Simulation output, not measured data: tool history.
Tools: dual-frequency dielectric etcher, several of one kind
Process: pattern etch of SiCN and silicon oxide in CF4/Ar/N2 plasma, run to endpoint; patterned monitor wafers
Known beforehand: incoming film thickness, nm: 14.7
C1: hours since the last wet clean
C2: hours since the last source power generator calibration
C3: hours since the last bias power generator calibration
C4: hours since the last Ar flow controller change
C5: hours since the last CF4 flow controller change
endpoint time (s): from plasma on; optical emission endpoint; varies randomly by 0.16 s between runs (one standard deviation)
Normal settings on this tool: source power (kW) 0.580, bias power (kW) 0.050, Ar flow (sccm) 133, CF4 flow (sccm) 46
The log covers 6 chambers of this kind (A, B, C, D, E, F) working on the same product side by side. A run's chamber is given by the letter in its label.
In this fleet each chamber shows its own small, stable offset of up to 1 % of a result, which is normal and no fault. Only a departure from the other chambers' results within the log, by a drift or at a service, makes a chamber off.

run 1A hour=3.8 | source_power_(kW)=0.580 bias_power_(kW)=0.050 Ar_flow_(sccm)=133 CF4_flow_(sccm)=46 | C1=393.7 C2=2857.8 C3=2735.5 C4=2192.6 C5=2637.7 | endpoint_time_(s)=17.313
run 2E hour=10.6 | source_power_(kW)=0.580 bias_power_(kW)=0.050 Ar_flow_(sccm)=133 CF4_flow_(sccm)=46 | C1=297.1 C2=934.1 C3=304.4 C4=2905.8 C5=218.4 | endpoint_time_(s)=17.401
run 3C hour=17.7 | source_power_(kW)=0.580 bias_power_(kW)=0.050 Ar_flow_(sccm)=133 CF4_flow_(sccm)=46 | C1=369.1 C2=291.0 C3=835.3 C4=1289.2 C5=1953.3 | endpoint_time_(s)=17.508
run 4F hour=22.1 | source_power_(kW)=0.580 bias_power_(kW)=0.050 Ar_flow_(sccm)=133 CF4_flow_(sccm)=46 | C1=420.9 C2=486.3 C3=220.2 C4=2914.1 C5=400.7 | endpoint_time_(s)=17.578
run 5B hour=28.9 | source_power_(kW)=0.580 bias_power_(kW)=0.050 Ar_flow_(sccm)=133 CF4_flow_(sccm)=46 | C1=131.8 C2=1047.4 C3=1299.2 C4=2302.9 C5=1939.1 | endpoint_time_(s)=17.518
run 6D hour=32.6 | source_power_(kW)=0.580 bias_power_(kW)=0.050 Ar_flow_(sccm)=133 CF4_flow_(sccm)=46 | C1=178.0 C2=1200.2 C3=615.9 C4=2334.3 C5=2807.4 | endpoint_time_(s)=17.526
run 7C hour=36.4 | source_power_(kW)=0.580 bias_power_(kW)=0.050 Ar_flow_(sccm)=133 CF4_flow_(sccm)=46 | C1=387.8 C2=309.7 C3=854.0 C4=1307.9 C5=1972.0 | endpoint_time_(s)=17.808
run 8D hour=42.2 | source_power_(kW)=0.580 bias_power_(kW)=0.050 Ar_flow_(sccm)=133 CF4_flow_(sccm)=46 | C1=187.6 C2=1209.8 C3=625.5 C4=2343.9 C5=2817.0 | endpoint_time_(s)=17.321
run 9A hour=45.8 | source_power_(kW)=0.580 bias_power_(kW)=0.050 Ar_flow_(sccm)=133 CF4_flow_(sccm)=46 | C1=435.7 C2=2899.8 C3=2777.5 C4=2234.6 C5=2679.7 | endpoint_time_(s)=17.289
run 10B hour=51.4 | source_power_(kW)=0.580 bias_power_(kW)=0.050 Ar_flow_(sccm)=133 CF4_flow_(sccm)=46 | C1=154.3 C2=1069.9 C3=1321.7 C4=2325.4 C5=1961.6 | endpoint_time_(s)=17.585
-- hour=53.7 chamber F: wet clean of the chamber
run 11E hour=57.8 | source_power_(kW)=0.580 bias_power_(kW)=0.050 Ar_flow_(sccm)=133 CF4_flow_(sccm)=46 | C1=344.3 C2=981.3 C3=351.6 C4=2953.0 C5=265.6 | endpoint_time_(s)=17.359
run 12F hour=61.8 | source_power_(kW)=0.580 bias_power_(kW)=0.050 Ar_flow_(sccm)=133 CF4_flow_(sccm)=46 | C1=8.1 C2=526.0 C3=259.9 C4=2953.8 C5=440.4 | endpoint_time_(s)=17.558
run 13D hour=68.3 | source_power_(kW)=0.580 bias_power_(kW)=0.050 Ar_flow_(sccm)=133 CF4_flow_(sccm)=46 | C1=213.7 C2=1235.9 C3=651.6 C4=2370.0 C5=2843.1 | endpoint_time_(s)=17.557
run 14B hour=75.0 | source_power_(kW)=0.580 bias_power_(kW)=0.050 Ar_flow_(sccm)=133 CF4_flow_(sccm)=46 | C1=177.9 C2=1093.5 C3=1345.3 C4=2349.0 C5=1985.2 | endpoint_time_(s)=17.486
run 15A hour=78.8 | source_power_(kW)=0.580 bias_power_(kW)=0.050 Ar_flow_(sccm)=133 CF4_flow_(sccm)=46 | C1=468.7 C2=2932.8 C3=2810.5 C4=2267.6 C5=2712.7 | endpoint_time_(s)=17.723
run 16C hour=84.1 | source_power_(kW)=0.700 bias_power_(kW)=0.050 Ar_flow_(sccm)=133 CF4_flow_(sccm)=46 | C1=435.5 C2=357.4 C3=901.7 C4=1355.6 C5=2019.7 | endpoint_time_(s)=14.689
run 17E hour=90.4 | source_power_(kW)=0.700 bias_power_(kW)=0.050 Ar_flow_(sccm)=133 CF4_flow_(sccm)=46 | C1=376.9 C2=1013.9 C3=384.2 C4=2985.6 C5=298.2 | endpoint_time_(s)=14.715
run 18F hour=95.8 | source_power_(kW)=0.700 bias_power_(kW)=0.050 Ar_flow_(sccm)=133 CF4_flow_(sccm)=46 | C1=42.1 C2=560.0 C3=293.9 C4=2987.8 C5=474.4 | endpoint_time_(s)=14.952
run 19F hour=101.4 | source_power_(kW)=0.700 bias_power_(kW)=0.050 Ar_flow_(sccm)=133 CF4_flow_(sccm)=46 | C1=47.7 C2=565.6 C3=299.5 C4=2993.4 C5=480.0 | endpoint_time_(s)=14.686
run 20C hour=107.2 | source_power_(kW)=0.700 bias_power_(kW)=0.050 Ar_flow_(sccm)=133 CF4_flow_(sccm)=46 | C1=458.6 C2=380.5 C3=924.8 C4=1378.7 C5=2042.8 | endpoint_time_(s)=14.729
run 21D hour=113.5 | source_power_(kW)=0.700 bias_power_(kW)=0.050 Ar_flow_(sccm)=133 CF4_flow_(sccm)=46 | C1=258.9 C2=1281.1 C3=696.8 C4=2415.2 C5=2888.3 | endpoint_time_(s)=14.642
-- hour=116.8 chamber A: CF4 flow controller replaced
run 22A hour=117.5 | source_power_(kW)=0.580 bias_power_(kW)=0.050 Ar_flow_(sccm)=133 CF4_flow_(sccm)=46 | C1=507.4 C2=2971.5 C3=2849.2 C4=2306.3 C5=0.8 | endpoint_time_(s)=17.695
run 23E hour=123.8 | source_power_(kW)=0.580 bias_power_(kW)=0.050 Ar_flow_(sccm)=133 CF4_flow_(sccm)=46 | C1=410.3 C2=1047.3 C3=417.6 C4=3019.0 C5=331.6 | endpoint_time_(s)=17.429
run 24B hour=129.3 | source_power_(kW)=0.580 bias_power_(kW)=0.050 Ar_flow_(sccm)=133 CF4_flow_(sccm)=46 | C1=232.2 C2=1147.8 C3=1399.6 C4=2403.3 C5=2039.5 | endpoint_time_(s)=17.407
run 25D hour=134.3 | source_power_(kW)=0.580 bias_power_(kW)=0.050 Ar_flow_(sccm)=133 CF4_flow_(sccm)=46 | C1=279.7 C2=1301.9 C3=717.6 C4=2436.0 C5=2909.1 | endpoint_time_(s)=17.636
run 26F hour=138.1 | source_power_(kW)=0.580 bias_power_(kW)=0.050 Ar_flow_(sccm)=133 CF4_flow_(sccm)=46 | C1=84.4 C2=602.3 C3=336.2 C4=3030.1 C5=516.7 | endpoint_time_(s)=17.603
run 27C hour=142.9 | source_power_(kW)=0.580 bias_power_(kW)=0.050 Ar_flow_(sccm)=133 CF4_flow_(sccm)=46 | C1=494.3 C2=416.2 C3=960.5 C4=1414.4 C5=2078.5 | endpoint_time_(s)=17.450
run 28E hour=147.5 | source_power_(kW)=0.580 bias_power_(kW)=0.050 Ar_flow_(sccm)=133 CF4_flow_(sccm)=46 | C1=434.0 C2=1071.0 C3=441.3 C4=3042.7 C5=355.3 | endpoint_time_(s)=17.566
run 29A hour=151.2 | source_power_(kW)=0.580 bias_power_(kW)=0.042 Ar_flow_(sccm)=109 CF4_flow_(sccm)=46 | C1=541.1 C2=3005.2 C3=2882.9 C4=2340.0 C5=34.5 | endpoint_time_(s)=17.544
run 30B hour=154.8 | source_power_(kW)=0.580 bias_power_(kW)=0.042 Ar_flow_(sccm)=109 CF4_flow_(sccm)=46 | C1=257.7 C2=1173.3 C3=1425.1 C4=2428.8 C5=2065.0 | endpoint_time_(s)=17.695
run 31E hour=159.3 | source_power_(kW)=0.580 bias_power_(kW)=0.042 Ar_flow_(sccm)=109 CF4_flow_(sccm)=46 | C1=445.8 C2=1082.8 C3=453.1 C4=3054.5 C5=367.1 | endpoint_time_(s)=17.836
-- hour=161.7 chamber A: wet clean of the chamber
run 32B hour=163.1 | source_power_(kW)=0.580 bias_power_(kW)=0.042 Ar_flow_(sccm)=109 CF4_flow_(sccm)=46 | C1=266.0 C2=1181.6 C3=1433.4 C4=2437.1 C5=2073.3 | endpoint_time_(s)=17.927
run 33F hour=166.3 | source_power_(kW)=0.580 bias_power_(kW)=0.042 Ar_flow_(sccm)=109 CF4_flow_(sccm)=46 | C1=112.6 C2=630.5 C3=364.4 C4=3058.3 C5=544.9 | endpoint_time_(s)=17.508
run 34D hour=173.0 | source_power_(kW)=0.580 bias_power_(kW)=0.042 Ar_flow_(sccm)=109 CF4_flow_(sccm)=46 | C1=318.4 C2=1340.6 C3=756.3 C4=2474.7 C5=2947.8 | endpoint_time_(s)=17.757
-- hour=173.8 chamber B: Ar flow controller replaced
run 35A hour=176.6 | source_power_(kW)=0.580 bias_power_(kW)=0.050 Ar_flow_(sccm)=133 CF4_flow_(sccm)=46 | C1=15.0 C2=3030.6 C3=2908.3 C4=2365.4 C5=59.9 | endpoint_time_(s)=17.581
run 36C hour=182.7 | source_power_(kW)=0.580 bias_power_(kW)=0.050 Ar_flow_(sccm)=133 CF4_flow_(sccm)=46 | C1=534.1 C2=456.0 C3=1000.3 C4=1454.2 C5=2118.3 | endpoint_time_(s)=17.539
run 37F hour=186.3 | source_power_(kW)=0.580 bias_power_(kW)=0.050 Ar_flow_(sccm)=133 CF4_flow_(sccm)=46 | C1=132.6 C2=650.5 C3=384.4 C4=3078.3 C5=564.9 | endpoint_time_(s)=17.805
run 38E hour=191.1 | source_power_(kW)=0.580 bias_power_(kW)=0.050 Ar_flow_(sccm)=133 CF4_flow_(sccm)=46 | C1=477.6 C2=1114.6 C3=484.9 C4=3086.3 C5=398.9 | endpoint_time_(s)=17.419
run 39D hour=195.2 | source_power_(kW)=0.580 bias_power_(kW)=0.050 Ar_flow_(sccm)=133 CF4_flow_(sccm)=46 | C1=340.6 C2=1362.8 C3=778.5 C4=2496.9 C5=2970.0 | endpoint_time_(s)=17.416
run 40C hour=202.5 | source_power_(kW)=0.580 bias_power_(kW)=0.050 Ar_flow_(sccm)=133 CF4_flow_(sccm)=46 | C1=553.9 C2=475.8 C3=1020.1 C4=1474.0 C5=2138.1 | endpoint_time_(s)=17.600
run 41A hour=206.8 | source_power_(kW)=0.580 bias_power_(kW)=0.050 Ar_flow_(sccm)=133 CF4_flow_(sccm)=46 | C1=45.2 C2=3060.8 C3=2938.5 C4=2395.6 C5=90.1 | endpoint_time_(s)=17.456
run 42B hour=213.9 | source_power_(kW)=0.580 bias_power_(kW)=0.050 Ar_flow_(sccm)=133 CF4_flow_(sccm)=46 | C1=316.8 C2=1232.4 C3=1484.2 C4=40.1 C5=2124.1 | endpoint_time_(s)=17.606
run 43F hour=220.1 | source_power_(kW)=0.580 bias_power_(kW)=0.050 Ar_flow_(sccm)=133 CF4_flow_(sccm)=46 | C1=166.4 C2=684.3 C3=418.2 C4=3112.1 C5=598.7 | endpoint_time_(s)=17.347

Next, every chamber runs the same settings. What will each give?
run 44A hour=225.3 | source_power_(kW)=0.580 bias_power_(kW)=0.050 Ar_flow_(sccm)=133 CF4_flow_(sccm)=46 | endpoint_time_(s)=?
run 44B hour=225.3 | source_power_(kW)=0.580 bias_power_(kW)=0.050 Ar_flow_(sccm)=133 CF4_flow_(sccm)=46 | endpoint_time_(s)=?
run 44C hour=225.3 | source_power_(kW)=0.580 bias_power_(kW)=0.050 Ar_flow_(sccm)=133 CF4_flow_(sccm)=46 | endpoint_time_(s)=?
run 44D hour=225.3 | source_power_(kW)=0.580 bias_power_(kW)=0.050 Ar_flow_(sccm)=133 CF4_flow_(sccm)=46 | endpoint_time_(s)=?
run 44E hour=225.3 | source_power_(kW)=0.580 bias_power_(kW)=0.050 Ar_flow_(sccm)=133 CF4_flow_(sccm)=46 | endpoint_time_(s)=?
run 44F hour=225.3 | source_power_(kW)=0.580 bias_power_(kW)=0.050 Ar_flow_(sccm)=133 CF4_flow_(sccm)=46 | endpoint_time_(s)=?

run=44A endpoint_time_(s)=17.572
run=44B endpoint_time_(s)=17.905
run=44C endpoint_time_(s)=17.447
run=44D endpoint_time_(s)=17.372
run=44E endpoint_time_(s)=17.553
run=44F endpoint_time_(s)=17.605
